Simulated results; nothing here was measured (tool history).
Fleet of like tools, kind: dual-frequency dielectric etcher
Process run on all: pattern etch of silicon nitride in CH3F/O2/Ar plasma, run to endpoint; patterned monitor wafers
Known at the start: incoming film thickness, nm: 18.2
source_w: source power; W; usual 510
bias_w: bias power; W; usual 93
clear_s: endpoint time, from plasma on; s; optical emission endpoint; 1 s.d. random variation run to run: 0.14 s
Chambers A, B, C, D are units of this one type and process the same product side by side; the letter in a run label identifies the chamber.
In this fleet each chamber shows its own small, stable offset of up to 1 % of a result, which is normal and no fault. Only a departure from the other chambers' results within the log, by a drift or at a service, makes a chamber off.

| run | hour | source_w | bias_w | clear_s |
|---|---|---|---|---|
| 1B | 6.6 | 510 | 93 | 21.927 |
| 2D | 13.4 | 510 | 93 | 21.525 |
| 3A | 17.0 | 510 | 93 | 22.255 |
| 4C | 21.5 | 510 | 93 | 21.876 |
| 5C | 26.6 | 510 | 93 | 22.163 |
| 6D | 29.9 | 610 | 93 | 20.352 |
| 7B | 35.8 | 610 | 93 | 20.389 |
| 8A | 38.9 | 610 | 93 | 20.496 |
| 9C | 42.2 | 610 | 93 | 20.485 |
| 10B | 46.3 | 410 | 78 | 25.582 |
| 11A | 49.6 | 410 | 78 | 25.403 |
| 12D | 54.7 | 410 | 78 | 25.128 |
| 13D | 57.7 | 410 | 78 | 24.689 |
| 14A | 61.1 | 510 | 93 | 22.098 |
| 15C | 65.1 | 510 | 93 | 22.291 |
| 16B | 70.5 | 510 | 93 | 21.936 |
| 17C | 75.6 | 630 | 82 | 21.127 |
| 18D | 80.0 | 630 | 82 | 20.624 |
| 19B | 85.0 | 630 | 82 | 21.181 |
| 20A | 90.7 | 630 | 82 | 21.393 |
|  | 91.4 | chamber A: source power generator calibrated |
| 21B | 95.5 | 600 | 102 | 19.808 |
| 22A | 101.3 | 600 | 102 | 20.100 |
| 23D | 106.0 | 600 | 102 | 19.447 |
| 24C | 111.7 | 600 | 102 | 20.098 |
| 25B | 117.7 | 510 | 93 | 22.032 |
| 26A | 121.6 | 510 | 93 | 22.142 |
| 27C | 128.0 | 590 | 76 | 22.305 |
| 28D | 134.0 | 590 | 76 | 21.284 |

One chamber off, gauge drift, or nothing amiss beyond the chambers' own small offsets? If it is a chamber, which one, and what is the likeliest cause?

It is chamber D that slowly wanders off from its peers.
What lies behind it: etch rate over this chamber's usual, % = 3.63.

Chamber D could run next with any of the 4 candidate recipes listed below; each alters the usual settings, and their results appear as question marks. Which one brings its results back in line with what the other chambers deliver on the usual settings?
In line means no further than this from the other chambers' mean on the usual settings: clear_s 0.480 s
| 29D-1 | 138.8 | 510 | 119 | ? |
| 29D-2 | 138.8 | 510 | 104 | ? |
| 29D-3 | 138.8 | 510 | 72 | ? |
| 29D-4 | 138.8 | 480 | 88 | ? |

Average result of the remaining chambers running the usual settings: clear_s 21.960 s
| run | clear_s |
|---|---|
| 29D-1 | 19.235 |
| 29D-2 | 20.211 |
| 29D-3 | 22.983 |
| 29D-4 | 21.956 |
The answer is 29D-4, which returns the chamber to within the allowed miss of the others.
